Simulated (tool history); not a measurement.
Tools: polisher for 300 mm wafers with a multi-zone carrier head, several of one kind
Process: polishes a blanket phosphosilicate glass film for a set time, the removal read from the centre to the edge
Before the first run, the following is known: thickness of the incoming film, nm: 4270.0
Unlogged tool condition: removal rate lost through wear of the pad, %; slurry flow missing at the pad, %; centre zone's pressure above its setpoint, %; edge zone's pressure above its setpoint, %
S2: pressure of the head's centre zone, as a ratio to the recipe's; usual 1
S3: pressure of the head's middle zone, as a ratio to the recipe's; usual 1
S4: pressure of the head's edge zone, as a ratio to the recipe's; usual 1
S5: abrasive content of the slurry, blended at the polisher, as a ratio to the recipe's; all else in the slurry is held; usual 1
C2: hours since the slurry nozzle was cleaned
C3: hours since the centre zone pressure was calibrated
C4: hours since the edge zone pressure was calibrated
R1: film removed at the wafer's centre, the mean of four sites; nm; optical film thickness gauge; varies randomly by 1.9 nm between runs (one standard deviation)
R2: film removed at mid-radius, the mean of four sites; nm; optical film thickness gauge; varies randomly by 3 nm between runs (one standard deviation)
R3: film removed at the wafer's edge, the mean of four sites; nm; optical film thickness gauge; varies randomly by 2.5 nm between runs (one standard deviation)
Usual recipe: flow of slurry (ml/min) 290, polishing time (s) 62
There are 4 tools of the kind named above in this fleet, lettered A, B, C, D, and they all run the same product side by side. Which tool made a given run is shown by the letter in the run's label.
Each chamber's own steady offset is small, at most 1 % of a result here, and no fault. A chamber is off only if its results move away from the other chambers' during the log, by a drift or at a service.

{"hour": 2.9, "done": "chamber D: worn pad replaced by a new one"}
{"run": "1A", "hour": 13.3, "flow of slurry (ml/min)": 290, "S2": 1, "S3": 1, "S4": 1, "S5": 1, "polishing time (s)": 62, "wafers polished on this pad": 726, "C2": 128.2, "C3": 644, "C4": 280, "R1": 285.51, "R2": 277.21, "R3": 285.45}
{"hour": 20.6, "done": "chamber B: worn pad replaced by a new one"}
{"run": "2D", "hour": 25.9, "flow of slurry (ml/min)": 290, "S2": 1, "S3": 1, "S4": 1, "S5": 1, "polishing time (s)": 62, "wafers polished on this pad": 304, "C2": 242, "C3": 261.6, "C4": 434.8, "R1": 286.02, "R2": 285.83, "R3": 284.26}
{"run": "3B", "hour": 33.3, "flow of slurry (ml/min)": 290, "S2": 1, "S3": 1, "S4": 1, "S5": 1, "polishing time (s)": 62, "wafers polished on this pad": 168, "C2": 91.6, "C3": 561.2, "C4": 259.9, "R1": 286.7, "R2": 282.53, "R3": 286}
{"run": "4C", "hour": 44.5, "flow of slurry (ml/min)": 290, "S2": 1, "S3": 1, "S4": 1, "S5": 1, "polishing time (s)": 62, "wafers polished on this pad": 591, "C2": 235.4, "C3": 129, "C4": 531, "R1": 285.73, "R2": 287.19, "R3": 282.81}
{"run": "5A", "hour": 52.0, "flow of slurry (ml/min)": 290, "S2": 1, "S3": 1, "S4": 1, "S5": 1, "polishing time (s)": 62, "wafers polished on this pad": 1236, "C2": 166.9, "C3": 682.7, "C4": 318.7, "R1": 285.22, "R2": 280.26, "R3": 288.34}
{"hour": 52.7, "done": "chamber A: worn pad replaced by a new one"}
{"hour": 62.0, "done": "chamber B: centre zone pressure recalibrated"}
{"run": "6C", "hour": 65.5, "flow of slurry (ml/min)": 290, "S2": 1, "S3": 1, "S4": 1, "S5": 1, "polishing time (s)": 62, "wafers polished on this pad": 867, "C2": 256.4, "C3": 150, "C4": 552, "R1": 286.14, "R2": 284.04, "R3": 284.7}
{"hour": 68.7, "done": "chamber C: worn pad replaced by a new one"}
{"hour": 76.3, "done": "chamber D: worn pad replaced by a new one"}
{"run": "7B", "hour": 79.1, "flow of slurry (ml/min)": 290, "S2": 1, "S3": 1, "S4": 1, "S5": 1, "polishing time (s)": 62, "wafers polished on this pad": 771, "C2": 137.4, "C3": 17.1, "C4": 305.7, "R1": 282.9, "R2": 283.64, "R3": 287.61}
{"run": "8D", "hour": 87.9, "flow of slurry (ml/min)": 290, "S2": 1, "S3": 1, "S4": 1.1, "S5": 1.25, "polishing time (s)": 62, "wafers polished on this pad": 152, "C2": 304, "C3": 323.6, "C4": 496.8, "R1": 315.19, "R2": 312.39, "R3": 330.16}
{"hour": 94.9, "done": "chamber B: edge zone pressure recalibrated"}
{"run": "9A", "hour": 96.6, "flow of slurry (ml/min)": 290, "S2": 1, "S3": 1, "S4": 1.1, "S5": 1.25, "polishing time (s)": 62, "wafers polished on this pad": 579, "C2": 211.5, "C3": 727.3, "C4": 363.3, "R1": 316.67, "R2": 315.55, "R3": 330.92}
{"run": "10D", "hour": 107.8, "flow of slurry (ml/min)": 290, "S2": 1, "S3": 1, "S4": 1.1, "S5": 1.25, "polishing time (s)": 62, "wafers polished on this pad": 415, "C2": 323.9, "C3": 343.5, "C4": 516.7, "R1": 313.21, "R2": 308.59, "R3": 332.03}
{"run": "11B", "hour": 118.5, "flow of slurry (ml/min)": 290, "S2": 1, "S3": 1, "S4": 1.1, "S5": 1.25, "polishing time (s)": 62, "wafers polished on this pad": 1291, "C2": 176.8, "C3": 56.5, "C4": 23.6, "R1": 312.53, "R2": 310.47, "R3": 334.62}
{"hour": 125.2, "done": "chamber B: worn pad replaced by a new one"}
{"run": "12C", "hour": 130.7, "flow of slurry (ml/min)": 290, "S2": 1, "S3": 1, "S4": 1, "S5": 1, "polishing time (s)": 62, "wafers polished on this pad": 818, "C2": 321.6, "C3": 215.2, "C4": 617.2, "R1": 284.32, "R2": 286.64, "R3": 282.14}
{"run": "13B", "hour": 144.3, "flow of slurry (ml/min)": 290, "S2": 1, "S3": 1, "S4": 1, "S5": 1, "polishing time (s)": 62, "wafers polished on this pad": 251, "C2": 202.6, "C3": 82.3, "C4": 49.4, "R1": 285.26, "R2": 284.54, "R3": 288.58}
{"hour": 147.2, "done": "chamber A: worn pad replaced by a new one"}
{"hour": 149.8, "done": "chamber B: slurry nozzle cleaned"}
{"run": "14A", "hour": 151.9, "flow of slurry (ml/min)": 290, "S2": 1, "S3": 1, "S4": 1, "S5": 1, "polishing time (s)": 62, "wafers polished on this pad": 62, "C2": 266.8, "C3": 782.6, "C4": 418.6, "R1": 282.52, "R2": 279.25, "R3": 284.43}
{"hour": 155.9, "done": "chamber C: worn pad replaced by a new one"}
{"run": "15C", "hour": 162.5, "flow of slurry (ml/min)": 290, "S2": 1, "S3": 1, "S4": 1, "S5": 1, "polishing time (s)": 62, "wafers polished on this pad": 87, "C2": 353.4, "C3": 247, "C4": 649, "R1": 283.66, "R2": 282.34, "R3": 285.76}
{"hour": 168.4, "done": "chamber D: worn pad replaced by a new one"}
{"run": "16D", "hour": 174.4, "flow of slurry (ml/min)": 290, "S2": 1, "S3": 1, "S4": 1, "S5": 1, "polishing time (s)": 62, "wafers polished on this pad": 79, "C2": 390.5, "C3": 410.1, "C4": 583.3, "R1": 283.67, "R2": 287.75, "R3": 287.64}
{"hour": 187.0, "done": "chamber D: slurry nozzle cleaned"}
{"run": "17B", "hour": 188.2, "flow of slurry (ml/min)": 290, "S2": 1, "S3": 1, "S4": 1, "S5": 1, "polishing time (s)": 62, "wafers polished on this pad": 830, "C2": 38.4, "C3": 126.2, "C4": 93.3, "R1": 287.98, "R2": 288.1, "R3": 281.61}
{"run": "18A", "hour": 200.9, "flow of slurry (ml/min)": 290, "S2": 1, "S3": 1, "S4": 1, "S5": 1, "polishing time (s)": 62, "wafers polished on this pad": 708, "C2": 315.8, "C3": 831.6, "C4": 467.6, "R1": 282.81, "R2": 272.73, "R3": 285.2}
{"hour": 201.2, "done": "chamber D: centre zone pressure recalibrated"}
{"run": "19C", "hour": 209.4, "flow of slurry (ml/min)": 290, "S2": 1, "S3": 1, "S4": 1, "S5": 1, "polishing time (s)": 62, "wafers polished on this pad": 705, "C2": 400.3, "C3": 293.9, "C4": 695.9, "R1": 289.88, "R2": 282.94, "R3": 279.81}
{"run": "20D", "hour": 216.0, "flow of slurry (ml/min)": 290, "S2": 1, "S3": 1, "S4": 1, "S5": 1, "polishing time (s)": 62, "wafers polished on this pad": 627, "C2": 29, "C3": 14.8, "C4": 624.9, "R1": 288.39, "R2": 284.86, "R3": 287.75}
{"run": "21D", "hour": 225.2, "flow of slurry (ml/min)": 290, "S2": 1, "S3": 1, "S4": 1, "S5": 1, "polishing time (s)": 62, "wafers polished on this pad": 749, "C2": 38.2, "C3": 24, "C4": 634.1, "R1": 285.36, "R2": 283.41, "R3": 284.03}
{"run": "22A", "hour": 235.5, "flow of slurry (ml/min)": 290, "S2": 1, "S3": 1, "S4": 1, "S5": 1, "polishing time (s)": 62, "wafers polished on this pad": 1164, "C2": 350.4, "C3": 866.2, "C4": 502.2, "R1": 278.29, "R2": 282.82, "R3": 280.39}
{"hour": 238.4, "done": "chamber B: worn pad replaced by a new one"}
{"hour": 238.8, "done": "chamber D: worn pad replaced by a new one"}
{"hour": 238.9, "done": "chamber C: worn pad replaced by a new one"}
{"run": "23B", "hour": 241.8, "flow of slurry (ml/min)": 290, "S2": 1, "S3": 1, "S4": 1, "S5": 1.25, "polishing time (s)": 62, "wafers polished on this pad": 44, "C2": 92, "C3": 179.8, "C4": 146.9, "R1": 315.11, "R2": 310.15, "R3": 322.05}
{"hour": 246.6, "done": "chamber A: worn pad replaced by a new one"}
{"run": "24C", "hour": 255.0, "flow of slurry (ml/min)": 290, "S2": 1, "S3": 1, "S4": 1, "S5": 1.25, "polishing time (s)": 62, "wafers polished on this pad": 212, "C2": 445.9, "C3": 339.5, "C4": 741.5, "R1": 315.78, "R2": 314.03, "R3": 310.48}
{"run": "25C", "hour": 264.6, "flow of slurry (ml/min)": 290, "S2": 1, "S3": 1, "S4": 1, "S5": 1.25, "polishing time (s)": 62, "wafers polished on this pad": 339, "C2": 455.5, "C3": 349.1, "C4": 751.1, "R1": 313.91, "R2": 314.31, "R3": 314.1}
{"run": "26B", "hour": 275.5, "flow of slurry (ml/min)": 290, "S2": 1, "S3": 1, "S4": 1, "S5": 1.25, "polishing time (s)": 62, "wafers polished on this pad": 489, "C2": 125.7, "C3": 213.5, "C4": 180.6, "R1": 310.63, "R2": 309.02, "R3": 317.02}
{"run": "27A", "hour": 284.9, "flow of slurry (ml/min)": 290, "S2": 1, "S3": 1, "S4": 1, "S5": 1, "polishing time (s)": 62, "wafers polished on this pad": 505, "C2": 399.8, "C3": 915.6, "C4": 551.6, "R1": 279.19, "R2": 275.19, "R3": 278.26}
{"hour": 287.6, "done": "chamber D: edge zone pressure recalibrated"}
{"hour": 287.8, "done": "chamber C: centre zone pressure recalibrated"}
{"run": "28D", "hour": 298.7, "flow of slurry (ml/min)": 290, "S2": 1, "S3": 1, "S4": 1, "S5": 1, "polishing time (s)": 62, "wafers polished on this pad": 789, "C2": 111.7, "C3": 97.5, "C4": 11.1, "R1": 285.58, "R2": 285.07, "R3": 288.82}
{"run": "29B", "hour": 307.7, "flow of slurry (ml/min)": 290, "S2": 1, "S3": 1, "S4": 1, "S5": 1, "polishing time (s)": 62, "wafers polished on this pad": 913, "C2": 157.9, "C3": 245.7, "C4": 212.8, "R1": 284.73, "R2": 284.86, "R3": 286.29}
{"hour": 308.3, "done": "chamber C: worn pad replaced by a new one"}
{"run": "30C", "hour": 315.5, "flow of slurry (ml/min)": 290, "S2": 1, "S3": 1, "S4": 1, "S5": 1, "polishing time (s)": 62, "wafers polished on this pad": 95, "C2": 506.4, "C3": 27.8, "C4": 802, "R1": 285.74, "R2": 288.07, "R3": 286.68}
{"hour": 320.9, "done": "chamber D: worn pad replaced by a new one"}
{"run": "31D", "hour": 328.6, "flow of slurry (ml/min)": 290, "S2": 1, "S3": 1, "S4": 1, "S5": 1, "polishing time (s)": 62, "wafers polished on this pad": 102, "C2": 141.6, "C3": 127.4, "C4": 41, "R1": 284.76, "R2": 283.54, "R3": 286.34}
{"hour": 331.4, "done": "chamber B: worn pad replaced by a new one"}
{"run": "32A", "hour": 340.7, "flow of slurry (ml/min)": 290, "S2": 1, "S3": 1, "S4": 1, "S5": 1, "polishing time (s)": 62, "wafers polished on this pad": 1240, "C2": 455.6, "C3": 971.4, "C4": 607.4, "R1": 275.77, "R2": 271.62, "R3": 274.44}
{"run": "33B", "hour": 349.3, "flow of slurry (ml/min)": 290, "S2": 1, "S3": 1, "S4": 1, "S5": 1, "polishing time (s)": 62, "wafers polished on this pad": 236, "C2": 199.5, "C3": 287.3, "C4": 254.4, "R1": 285.02, "R2": 284.02, "R3": 286.38}
{"hour": 352.1, "done": "chamber A: worn pad replaced by a new one"}
{"run": "34A", "hour": 355.6, "flow of slurry (ml/min)": 290, "S2": 1, "S3": 1, "S4": 1, "S5": 1, "polishing time (s)": 62, "wafers polished on this pad": 46, "C2": 470.5, "C3": 986.3, "C4": 622.3, "R1": 271.84, "R2": 270.06, "R3": 273.87}
{"run": "35D", "hour": 369.2, "flow of slurry (ml/min)": 290, "S2": 1, "S3": 1, "S4": 1, "S5": 1, "polishing time (s)": 62, "wafers polished on this pad": 637, "C2": 182.2, "C3": 168, "C4": 81.6, "R1": 284.09, "R2": 283, "R3": 285.56}
{"run": "36C", "hour": 376.8, "flow of slurry (ml/min)": 290, "S2": 1, "S3": 1, "S4": 1, "S5": 1, "polishing time (s)": 62, "wafers polished on this pad": 902, "C2": 567.7, "C3": 89.1, "C4": 863.3, "R1": 284.73, "R2": 286.46, "R3": 281.41}
{"hour": 378.0, "done": "chamber B: edge zone pressure recalibrated"}
{"hour": 380.3, "done": "chamber B: slurry nozzle cleaned"}
{"run": "37D", "hour": 383.7, "flow of slurry (ml/min)": 290, "S2": 1, "S3": 1, "S4": 1, "S5": 1, "polishing time (s)": 62, "wafers polished on this pad": 828, "C2": 196.7, "C3": 182.5, "C4": 96.1, "R1": 285.32, "R2": 279.59, "R3": 289.9}
{"run": "38B", "hour": 390.8, "flow of slurry (ml/min)": 290, "S2": 1, "S3": 1, "S4": 1, "S5": 1, "polishing time (s)": 62, "wafers polished on this pad": 783, "C2": 10.5, "C3": 328.8, "C4": 12.9, "R1": 288.65, "R2": 277.42, "R3": 282.9}
{"run": "39A", "hour": 402.6, "flow of slurry (ml/min)": 290, "S2": 1, "S3": 1, "S4": 1, "S5": 1, "polishing time (s)": 62, "wafers polished on this pad": 665, "C2": 517.5, "C3": 1033.3, "C4": 669.3, "R1": 263.65, "R2": 267.98, "R3": 275.49}

One chamber off, gauge drift, or nothing amiss beyond the chambers' own small offsets? If it is a chamber, which one, and what is the likeliest cause?

Chamber A drifts away from the others.
Most likely cause: slurry flow missing at the pad, % = 38.

Which of the 4 candidates below, each the usual settings with something changed and its results left as question marks, puts chamber A back in line with what the other chambers give on the usual settings?
In line means no further than this from the other chambers' mean on the usual settings: R1 6.5 nm; R2 10 nm; R3 8.7 nm
{"run": "40A-1", "hour": 412.7, "flow of slurry (ml/min)": 295, "S2": 1.02, "S3": 1.01, "S4": 0.99, "S5": 1, "polishing time (s)": 65, "R1": "?", "R2": "?", "R3": "?"}
{"run": "40A-2", "hour": 412.7, "flow of slurry (ml/min)": 285, "S2": 0.99, "S3": 0.99, "S4": 1.01, "S5": 1, "polishing time (s)": 59, "R1": "?", "R2": "?", "R3": "?"}
{"run": "40A-3", "hour": 412.7, "flow of slurry (ml/min)": 300, "S2": 1.03, "S3": 1.02, "S4": 0.98, "S5": 1.05, "polishing time (s)": 68, "R1": "?", "R2": "?", "R3": "?"}
{"run": "40A-4", "hour": 412.7, "flow of slurry (ml/min)": 280, "S2": 0.97, "S3": 0.97, "S4": 1.03, "S5": 0.95, "polishing time (s)": 57, "R1": "?", "R2": "?", "R3": "?"}

Mean of the other chambers on the usual settings: R1 285.61 nm; R2 284.15 nm; R3 285.22 nm
run=40A-1 R1=286.97 R2=283.35 R3=282.87
run=40A-2 R1=250.39 R2=251.06 R3=258.5
run=40A-3 R1=311.2 R2=306.66 R3=301.46
run=40A-4 R1=230.1 R2=231.71 R3=245.96
40A-1 brings the chamber back in line.

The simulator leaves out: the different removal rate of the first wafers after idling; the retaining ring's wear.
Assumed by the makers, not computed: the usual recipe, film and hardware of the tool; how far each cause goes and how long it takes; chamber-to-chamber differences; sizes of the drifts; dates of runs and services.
